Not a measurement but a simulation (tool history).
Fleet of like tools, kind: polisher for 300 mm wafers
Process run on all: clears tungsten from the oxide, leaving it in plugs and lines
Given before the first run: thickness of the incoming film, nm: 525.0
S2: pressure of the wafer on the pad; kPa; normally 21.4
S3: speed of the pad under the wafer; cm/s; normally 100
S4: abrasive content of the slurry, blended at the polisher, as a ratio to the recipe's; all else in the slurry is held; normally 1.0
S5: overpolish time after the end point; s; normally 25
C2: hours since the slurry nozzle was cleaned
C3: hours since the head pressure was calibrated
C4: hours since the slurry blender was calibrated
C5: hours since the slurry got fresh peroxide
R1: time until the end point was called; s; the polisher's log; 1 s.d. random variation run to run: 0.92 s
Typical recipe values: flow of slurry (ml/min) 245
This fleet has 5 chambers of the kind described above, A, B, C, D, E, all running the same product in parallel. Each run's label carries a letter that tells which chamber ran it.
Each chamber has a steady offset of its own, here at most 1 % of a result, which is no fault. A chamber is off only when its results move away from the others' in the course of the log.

{"run": "1C", "hour": 9.9, "flow of slurry (ml/min)": 245, "S2": 21.4, "S3": 100, "S4": 1.0, "S5": 25, "wafers polished on this pad": 309, "C2": 35.6, "C3": 102.8, "C4": 35.0, "C5": 18.0, "R1": 112.24}
{"hour": 14.6, "done": "chamber E: worn pad replaced by a new one"}
{"run": "2B", "hour": 19.1, "flow of slurry (ml/min)": 245, "S2": 21.4, "S3": 100, "S4": 1.0, "S5": 25, "wafers polished on this pad": 1459, "C2": 331.3, "C3": 309.8, "C4": 325.4, "C5": 67.5, "R1": 113.36}
{"hour": 29.0, "done": "chamber B: worn pad replaced by a new one"}
{"hour": 30.0, "done": "chamber B: slurry tank refilled with fresh slurry and peroxide"}
{"run": "3A", "hour": 32.4, "flow of slurry (ml/min)": 245, "S2": 21.4, "S3": 100, "S4": 1.0, "S5": 25, "wafers polished on this pad": 739, "C2": 196.0, "C3": 405.6, "C4": 91.0, "C5": 88.0, "R1": 113.89}
{"run": "4E", "hour": 42.0, "flow of slurry (ml/min)": 245, "S2": 21.4, "S3": 100, "S4": 1.0, "S5": 25, "wafers polished on this pad": 259, "C2": 429.5, "C3": 396.6, "C4": 227.6, "C5": 58.5, "R1": 113.95}
{"hour": 44.5, "done": "chamber A: slurry tank refilled with fresh slurry and peroxide"}
{"hour": 48.2, "done": "chamber C: worn pad replaced by a new one"}
{"hour": 48.2, "done": "chamber A: worn pad replaced by a new one"}
{"run": "5D", "hour": 52.2, "flow of slurry (ml/min)": 245, "S2": 21.4, "S3": 100, "S4": 1.0, "S5": 25, "wafers polished on this pad": 898, "C2": 566.6, "C3": 57.1, "C4": 57.0, "C5": 94.5, "R1": 112.26}
{"hour": 55.3, "done": "chamber B: slurry blender recalibrated"}
{"hour": 57.4, "done": "chamber D: worn pad replaced by a new one"}
{"hour": 67.9, "done": "chamber A: slurry nozzle cleaned"}
{"run": "6B", "hour": 68.2, "flow of slurry (ml/min)": 245, "S2": 21.4, "S3": 100, "S4": 1.0, "S5": 25, "wafers polished on this pad": 371, "C2": 380.4, "C3": 358.9, "C4": 13.0, "C5": 38.3, "R1": 111.33}
{"hour": 73.4, "done": "chamber A: slurry blender recalibrated"}
{"hour": 74.4, "done": "chamber C: slurry tank refilled with fresh slurry and peroxide"}
{"run": "7C", "hour": 78.4, "flow of slurry (ml/min)": 245, "S2": 21.4, "S3": 118, "S4": 0.8, "S5": 25, "wafers polished on this pad": 286, "C2": 104.1, "C3": 171.3, "C4": 103.5, "C5": 4.1, "R1": 100.2}
{"hour": 79.0, "done": "chamber C: slurry blender recalibrated"}
{"run": "8E", "hour": 91.4, "flow of slurry (ml/min)": 245, "S2": 21.4, "S3": 118, "S4": 0.8, "S5": 25, "wafers polished on this pad": 727, "C2": 478.9, "C3": 446.0, "C4": 277.0, "C5": 107.9, "R1": 102.31}
{"run": "9D", "hour": 99.4, "flow of slurry (ml/min)": 245, "S2": 21.4, "S3": 118, "S4": 0.8, "S5": 25, "wafers polished on this pad": 398, "C2": 613.8, "C3": 104.3, "C4": 104.2, "C5": 141.7, "R1": 100.71}
{"hour": 100.3, "done": "chamber D: slurry blender recalibrated"}
{"run": "10A", "hour": 115.7, "flow of slurry (ml/min)": 245, "S2": 21.4, "S3": 118, "S4": 0.8, "S5": 25, "wafers polished on this pad": 639, "C2": 47.9, "C3": 488.9, "C4": 42.4, "C5": 71.3, "R1": 100.7}
{"hour": 117.0, "done": "chamber B: slurry tank refilled with fresh slurry and peroxide"}
{"hour": 126.4, "done": "chamber A: worn pad replaced by a new one"}
{"hour": 128.0, "done": "chamber E: slurry tank refilled with fresh slurry and peroxide"}
{"hour": 129.2, "done": "chamber D: slurry nozzle cleaned"}
{"run": "11A", "hour": 129.6, "flow of slurry (ml/min)": 245, "S2": 21.4, "S3": 118, "S4": 0.8, "S5": 25, "wafers polished on this pad": 30, "C2": 61.8, "C3": 502.8, "C4": 56.3, "C5": 85.2, "R1": 100.38}
{"hour": 134.6, "done": "chamber C: worn pad replaced by a new one"}
{"hour": 139.2, "done": "chamber A: slurry tank refilled with fresh slurry and peroxide"}
{"run": "12E", "hour": 141.9, "flow of slurry (ml/min)": 245, "S2": 21.4, "S3": 100, "S4": 1.0, "S5": 25, "wafers polished on this pad": 1205, "C2": 529.4, "C3": 496.5, "C4": 327.5, "C5": 14.0, "R1": 111.58}
{"hour": 149.4, "done": "chamber C: slurry tank refilled with fresh slurry and peroxide"}
{"hour": 154.6, "done": "chamber D: worn pad replaced by a new one"}
{"hour": 158.2, "done": "chamber E: worn pad replaced by a new one"}
{"run": "13B", "hour": 158.3, "flow of slurry (ml/min)": 245, "S2": 21.4, "S3": 100, "S4": 1.0, "S5": 25, "wafers polished on this pad": 1224, "C2": 470.5, "C3": 449.0, "C4": 103.1, "C5": 41.4, "R1": 112.61}
{"hour": 159.8, "done": "chamber D: slurry tank refilled with fresh slurry and peroxide"}
{"hour": 164.1, "done": "chamber B: head pressure recalibrated"}
{"run": "14D", "hour": 167.7, "flow of slurry (ml/min)": 245, "S2": 21.4, "S3": 100, "S4": 1.0, "S5": 25, "wafers polished on this pad": 124, "C2": 38.5, "C3": 172.6, "C4": 67.4, "C5": 7.9, "R1": 113.05}
{"run": "15C", "hour": 178.4, "flow of slurry (ml/min)": 245, "S2": 24.1, "S3": 124, "S4": 1.0, "S5": 25, "wafers polished on this pad": 415, "C2": 204.1, "C3": 271.3, "C4": 99.5, "C5": 29.1, "R1": 81.541}
{"hour": 186.7, "done": "chamber B: worn pad replaced by a new one"}
{"hour": 187.8, "done": "chamber C: slurry blender recalibrated"}
{"hour": 187.8, "done": "chamber E: slurry blender recalibrated"}
{"run": "16B", "hour": 190.5, "flow of slurry (ml/min)": 245, "S2": 24.1, "S3": 124, "S4": 1.0, "S5": 25, "wafers polished on this pad": 36, "C2": 502.7, "C3": 26.4, "C4": 135.3, "C5": 73.6, "R1": 76.191}
{"hour": 192.3, "done": "chamber A: slurry blender recalibrated"}
{"hour": 196.5, "done": "chamber D: slurry blender recalibrated"}
{"hour": 199.2, "done": "chamber B: slurry tank refilled with fresh slurry and peroxide"}
{"run": "17A", "hour": 201.6, "flow of slurry (ml/min)": 245, "S2": 24.1, "S3": 124, "S4": 1.0, "S5": 25, "wafers polished on this pad": 712, "C2": 133.8, "C3": 574.8, "C4": 9.4, "C5": 62.4, "R1": 80.048}
{"hour": 206.9, "done": "chamber A: worn pad replaced by a new one"}
{"hour": 208.1, "done": "chamber C: worn pad replaced by a new one"}
{"run": "18C", "hour": 213.9, "flow of slurry (ml/min)": 245, "S2": 24.1, "S3": 124, "S4": 1.0, "S5": 25, "wafers polished on this pad": 55, "C2": 239.6, "C3": 306.8, "C4": 26.1, "C5": 64.6, "R1": 80.284}
{"run": "19D", "hour": 226.1, "flow of slurry (ml/min)": 245, "S2": 24.1, "S3": 124, "S4": 1.0, "S5": 25, "wafers polished on this pad": 677, "C2": 96.9, "C3": 231.0, "C4": 29.7, "C5": 66.3, "R1": 79.417}
{"hour": 233.3, "done": "chamber C: slurry tank refilled with fresh slurry and peroxide"}
{"run": "20E", "hour": 234.5, "flow of slurry (ml/min)": 245, "S2": 21.4, "S3": 100, "S4": 1.0, "S5": 25, "wafers polished on this pad": 722, "C2": 622.0, "C3": 589.1, "C4": 46.7, "C5": 106.6, "R1": 112.93}
{"hour": 238.8, "done": "chamber A: slurry tank refilled with fresh slurry and peroxide"}
{"hour": 240.7, "done": "chamber D: worn pad replaced by a new one"}
{"run": "21D", "hour": 245.1, "flow of slurry (ml/min)": 245, "S2": 21.4, "S3": 100, "S4": 1.0, "S5": 25, "wafers polished on this pad": 42, "C2": 115.9, "C3": 250.0, "C4": 48.7, "C5": 85.3, "R1": 111.55}
{"run": "22E", "hour": 257.9, "flow of slurry (ml/min)": 245, "S2": 21.4, "S3": 100, "S4": 1.0, "S5": 25, "wafers polished on this pad": 944, "C2": 645.4, "C3": 612.5, "C4": 70.1, "C5": 130.0, "R1": 114.77}
{"hour": 268.4, "done": "chamber B: slurry tank refilled with fresh slurry and peroxide"}
{"run": "23A", "hour": 268.4, "flow of slurry (ml/min)": 245, "S2": 21.4, "S3": 100, "S4": 1.0, "S5": 25, "wafers polished on this pad": 582, "C2": 200.6, "C3": 641.6, "C4": 76.2, "C5": 29.7, "R1": 112.44}
{"hour": 279.7, "done": "chamber A: slurry nozzle cleaned"}
{"hour": 282.8, "done": "chamber E: worn pad replaced by a new one"}
{"run": "24C", "hour": 282.8, "flow of slurry (ml/min)": 245, "S2": 21.4, "S3": 100, "S4": 1.0, "S5": 25, "wafers polished on this pad": 707, "C2": 308.5, "C3": 375.7, "C4": 95.0, "C5": 49.6, "R1": 113.33}
{"hour": 283.7, "done": "chamber C: worn pad replaced by a new one"}
{"hour": 286.9, "done": "chamber E: slurry tank refilled with fresh slurry and peroxide"}
{"hour": 292.8, "done": "chamber A: worn pad replaced by a new one"}
{"run": "25B", "hour": 299.0, "flow of slurry (ml/min)": 245, "S2": 21.4, "S3": 100, "S4": 1.0, "S5": 25, "wafers polished on this pad": 1063, "C2": 611.2, "C3": 134.9, "C4": 243.8, "C5": 30.7, "R1": 105.51}
{"hour": 304.7, "done": "chamber C: slurry blender recalibrated"}
{"run": "26B", "hour": 309.7, "flow of slurry (ml/min)": 245, "S2": 21.4, "S3": 100, "S4": 1.0, "S5": 25, "wafers polished on this pad": 1165, "C2": 621.9, "C3": 145.6, "C4": 254.5, "C5": 41.4, "R1": 106.75}
{"hour": 311.9, "done": "chamber E: head pressure recalibrated"}
{"hour": 315.2, "done": "chamber C: slurry tank refilled with fresh slurry and peroxide"}
{"run": "27A", "hour": 317.4, "flow of slurry (ml/min)": 245, "S2": 21.4, "S3": 100, "S4": 1.0, "S5": 25, "wafers polished on this pad": 233, "C2": 37.7, "C3": 690.6, "C4": 125.2, "C5": 78.7, "R1": 114.06}
{"hour": 319.9, "done": "chamber D: slurry blender recalibrated"}
{"hour": 330.7, "done": "chamber A: slurry blender recalibrated"}
{"run": "28D", "hour": 334.0, "flow of slurry (ml/min)": 215, "S2": 21.4, "S3": 100, "S4": 1.0, "S5": 15, "wafers polished on this pad": 884, "C2": 204.8, "C3": 338.9, "C4": 14.1, "C5": 174.2, "R1": 113.78}
{"hour": 337.5, "done": "chamber D: worn pad replaced by a new one"}
{"run": "29E", "hour": 345.1, "flow of slurry (ml/min)": 215, "S2": 21.4, "S3": 100, "S4": 1.0, "S5": 15, "wafers polished on this pad": 590, "C2": 732.6, "C3": 33.2, "C4": 157.3, "C5": 58.3, "R1": 115.28}
{"hour": 345.6, "done": "chamber A: slurry tank refilled with fresh slurry and peroxide"}
{"hour": 353.7, "done": "chamber D: slurry tank refilled with fresh slurry and peroxide"}
{"hour": 355.4, "done": "chamber C: worn pad replaced by a new one"}
{"run": "30C", "hour": 357.0, "flow of slurry (ml/min)": 215, "S2": 21.4, "S3": 100, "S4": 1.0, "S5": 15, "wafers polished on this pad": 15, "C2": 382.7, "C3": 449.9, "C4": 52.4, "C5": 41.8, "R1": 113.38}
{"run": "31D", "hour": 367.3, "flow of slurry (ml/min)": 215, "S2": 21.4, "S3": 100, "S4": 1.0, "S5": 15, "wafers polished on this pad": 282, "C2": 238.1, "C3": 372.2, "C4": 47.4, "C5": 13.6, "R1": 113.44}
{"run": "32A", "hour": 379.9, "flow of slurry (ml/min)": 215, "S2": 21.4, "S3": 100, "S4": 1.0, "S5": 15, "wafers polished on this pad": 825, "C2": 100.2, "C3": 753.1, "C4": 49.3, "C5": 34.4, "R1": 115.07}
{"run": "33E", "hour": 395.7, "flow of slurry (ml/min)": 200, "S2": 21.4, "S3": 100, "S4": 1.0, "S5": 25, "wafers polished on this pad": 1069, "C2": 783.2, "C3": 83.8, "C4": 207.9, "C5": 108.9, "R1": 116.69}

One chamber off, gauge drift, or nothing amiss beyond the chambers' own small offsets? If it is a chamber, which one, and what is the likeliest cause?

Chamber B has stood off from the others ever since a service on it.
What lies behind it: head's pressure above its setpoint, % = 5.91.

Chamber B could run next with any of the 4 candidate recipes listed below; each alters the usual settings, and their results appear as question marks. Which one brings its results back in line with what the other chambers deliver on the usual settings?
Maximum distance from the other chambers' mean on the usual settings for a result to count as in line: R1 3.300 s
{"run": "34B-1", "hour": 407.6, "flow of slurry (ml/min)": 245, "S2": 21.4, "S3": 100, "S4": 0.75, "S5": 25, "R1": "?"}
{"run": "34B-2", "hour": 407.6, "flow of slurry (ml/min)": 245, "S2": 19.3, "S3": 100, "S4": 1.0, "S5": 25, "R1": "?"}
{"run": "34B-3", "hour": 407.6, "flow of slurry (ml/min)": 245, "S2": 24.1, "S3": 100, "S4": 1.0, "S5": 25, "R1": "?"}
{"run": "34B-4", "hour": 407.6, "flow of slurry (ml/min)": 245, "S2": 22.8, "S3": 100, "S4": 1.0, "S5": 25, "R1": "?"}

Usual-settings mean across the other chambers: R1 112.750 s
run=34B-1 R1=113.680
run=34B-2 R1=117.580
run=34B-3 R1=94.119
run=34B-4 R1=99.810
The right change is 34B-1: it brings the chamber back within the allowed miss of the others.
